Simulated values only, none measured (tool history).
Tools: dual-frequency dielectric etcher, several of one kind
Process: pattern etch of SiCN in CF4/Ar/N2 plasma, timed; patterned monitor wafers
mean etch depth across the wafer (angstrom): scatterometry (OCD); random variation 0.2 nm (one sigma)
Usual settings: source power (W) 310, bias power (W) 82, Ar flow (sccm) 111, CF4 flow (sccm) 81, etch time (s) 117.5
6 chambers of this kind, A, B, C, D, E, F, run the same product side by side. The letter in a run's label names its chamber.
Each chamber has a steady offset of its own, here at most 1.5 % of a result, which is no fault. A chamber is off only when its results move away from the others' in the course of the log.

run   hour  source power (W)  bias power (W)  Ar flow (sccm)  CF4 flow (sccm)  etch time (s)  hours since the last wet clean  hours since the last source power generator calibration  hours since the last bias power generator calibration  hours since the last Ar flow controller change  hours since the last CF4 flow controller change  read-back reference wafer on the same gauge, depth_nm  mean etch depth across the wafer (angstrom)
 1D    4.7               310              82             111               81          117.5                            60.6                                                   3231.2                                                 3164.7                                          2428.8                                           3522.1                                                 84.481                                       769.43
 2B    8.7               310              82             111               81          117.5                           223.1                                                   2121.8                                                  777.3                                           821.7                                           2468.6                                                 84.512                                       763.54
 3F   16.8               310              82             111               81          117.5                            92.3                                                    488.9                                                 2054.4                                            4346                                            494.2                                                 84.506                                       778.62
 4A   20.7               310              82             111               81          117.5                           482.4                                                   3044.3                                                 2253.5                                           206.2                                           3608.8                                                 84.497                                       770.04
 5E   26.2               310              82             111               81          117.5                           531.1                                                   1728.6                                                  841.2                                            3457                                             2312                                                 84.525                                       772.49
 6C   30.8               310              82             111               81          117.5                            74.5                                                     85.5                                                 1924.9                                          2064.1                                             1452                                                 84.472                                       761.27
 7D   35.3               240              72             111               81          117.5                            91.2                                                   3261.8                                                 3195.3                                          2459.4                                           3552.7                                                 84.473                                       586.05
 8E   39.2               240              72             111               81          117.5                           544.1                                                   1741.6                                                  854.2                                            3470                                             2325                                                 84.571                                       585.68
      41.6  -- chamber D: bias power generator calibrated
 9F     46               240              72             111               81          117.5                           121.5                                                    518.1                                                 2083.6                                          4375.2                                            523.4                                                 84.438                                       594.81
10C   49.7               240              72             111               81          117.5                            93.4                                                    104.4                                                 1943.8                                            2083                                           1470.9                                                 84.473                                       582.68
      55.9  -- chamber A: wet clean of the chamber
11B   57.6               240              72             111               81          117.5                             272                                                   2170.7                                                  826.2                                           870.6                                           2517.5                                                 84.484                                       585.04
12A   61.5               240              72             111               81          117.5                             5.7                                                   3085.1                                                 2294.3                                             247                                           3649.6                                                 84.505                                       585.81
13B   66.5               310              82             111               81          117.5                           280.9                                                   2179.6                                                  835.1                                           879.5                                           2526.4                                                 84.475                                       766.29
14C   72.8               310              82             111               81          117.5                           116.5                                                    127.5                                                 1966.9                                          2106.1                                             1494                                                 84.432                                       761.86
      73.5  -- chamber E: wet clean of the chamber
15E   77.1               310              82             111               81          117.5                             3.7                                                   1779.5                                                  892.1                                          3507.9                                           2362.9                                                 84.456                                       773.13
16A     85               310              82             111               81          117.5                            29.2                                                   3108.6                                                 2317.8                                           270.5                                           3673.1                                                 84.449                                       768.34
17F   91.8               310              82             111               81          117.5                           167.3                                                    563.9                                                 2129.4                                            4421                                            569.2                                                  84.52                                       778.18
18D   96.1               310              82             111               81          117.5                             152                                                   3322.6                                                   54.5                                          2520.2                                           3613.5                                                 84.575                                        766.5
19A  102.3               310              82             111               81          117.5                            46.5                                                   3125.9                                                 2335.1                                           287.8                                           3690.4                                                 84.557                                        774.7
20B    106               310              82             111               81          117.5                           320.4                                                   2219.1                                                  874.6                                             919                                           2565.9                                                 84.477                                       760.68
21D  112.8               310              82             111               81          117.5                           168.7                                                   3339.3                                                   71.2                                          2536.9                                           3630.2                                                 84.441                                       769.97
22C  119.1               310              82             111               81          117.5                           162.8                                                    173.8                                                 2013.2                                          2152.4                                           1540.3                                                  84.46                                        761.8
23E  123.8               310              82             111               81          117.5                            50.4                                                   1826.2                                                  938.8                                          3554.6                                           2409.6                                                 84.504                                       769.19
24F  128.5               310              82             111               81          117.5                             204                                                    600.6                                                 2166.1                                          4457.7                                            605.9                                                 84.433                                          776
25B  132.7               310              82             111               81          117.5                           347.1                                                   2245.8                                                  901.3                                           945.7                                           2592.6                                                 84.488                                        754.5
26E  138.4               310              82             111               81          117.5                              65                                                   1840.8                                                  953.4                                          3569.2                                           2424.2                                                 84.485                                       769.49
27A  146.3               310              82             132               81          117.5                            90.5                                                   3169.9                                                 2379.1                                           331.8                                           3734.4                                                 84.517                                       755.47
28D  150.5               310              82             132               81          117.5                           206.4                                                     3377                                                  108.9                                          2574.6                                           3667.9                                                  84.45                                       749.35
29C  158.8               310              82             132               81          117.5                           202.5                                                    213.5                                                 2052.9                                          2192.1                                             1580                                                 84.501                                       742.78
     161.8  -- chamber E: Ar flow controller replaced
30F  162.9               310              82             132               81          117.5                           238.4                                                      635                                                 2200.5                                          4492.1                                            640.3                                                 84.464                                       760.27
31B  166.7               310              82             132               81          117.5                           381.1                                                   2279.8                                                  935.3                                           979.7                                           2626.6                                                 84.436                                       739.61
32A  173.7               310              82             132               81          117.5                           117.9                                                   3197.3                                                 2406.5                                           359.2                                           3761.8                                                 84.516                                       755.28
33F  179.2               310              82             111               81          117.5                           254.7                                                    651.3                                                 2216.8                                          4508.4                                            656.6                                                 84.504                                       775.28
34E  184.3               310              82             111               81          117.5                           110.9                                                   1886.7                                                  999.3                                            22.6                                           2470.1                                                 84.547                                       769.99
35C    190               310              82             111               81          117.5                           233.7                                                    244.7                                                 2084.1                                          2223.3                                           1611.2                                                 84.491                                       766.66
36D  196.4               310              82             111               81          117.5                           252.3                                                   3422.9                                                  154.8                                          2620.5                                           3713.8                                                 84.447                                        774.6
37C  203.3               310              82             111               81          117.5                             247                                                      258                                                 2097.4                                          2236.6                                           1624.5                                                 84.486                                       766.49
38F  207.5               310              82             111               81          117.5                             283                                                    679.6                                                 2245.1                                          4536.7                                            684.9                                                 84.518                                       777.55

What goes on in this fleet: one chamber off, a drifting gauge, or nothing beyond the chambers' own small offsets? Name the chamber and the cause, if any.

Chamber B drifts away from the others.
Cause: etch rate under this chamber's usual, % = 2.71.
The log may not tell that from: source power that arrives under what is set, %.

Here are 4 candidates for chamber B's next run, each the usual settings with a change, their results left as question marks. Which one brings its results back in line with what the others give on the usual settings?
In line means no further than this from the other chambers' mean on the usual settings: mean etch depth across the wafer (angstrom) 7.1
39B-1  213.4               310              85             111               81          117.5                                                                                                                                                                                                                                                                                                                                                    ?
39B-2  213.4               310              89             111               81          117.5                                                                                                                                                                                                                                                                                                                                                    ?
39B-3  213.4               300              82             112               81          117.5                                                                                                                                                                                                                                                                                                                                                    ?
39B-4  213.4               310              82             111               72          117.5                                                                                                                                                                                                                                                                                                                                                    ?

The other chambers' mean on the usual settings: mean etch depth across the wafer (angstrom) 770.53
  run  mean etch depth across the wafer (angstrom)
39B-1                                        757.2
39B-2                                       770.24
39B-3                                        725.1
39B-4                                       735.27
39B-2 brings the chamber back in line.
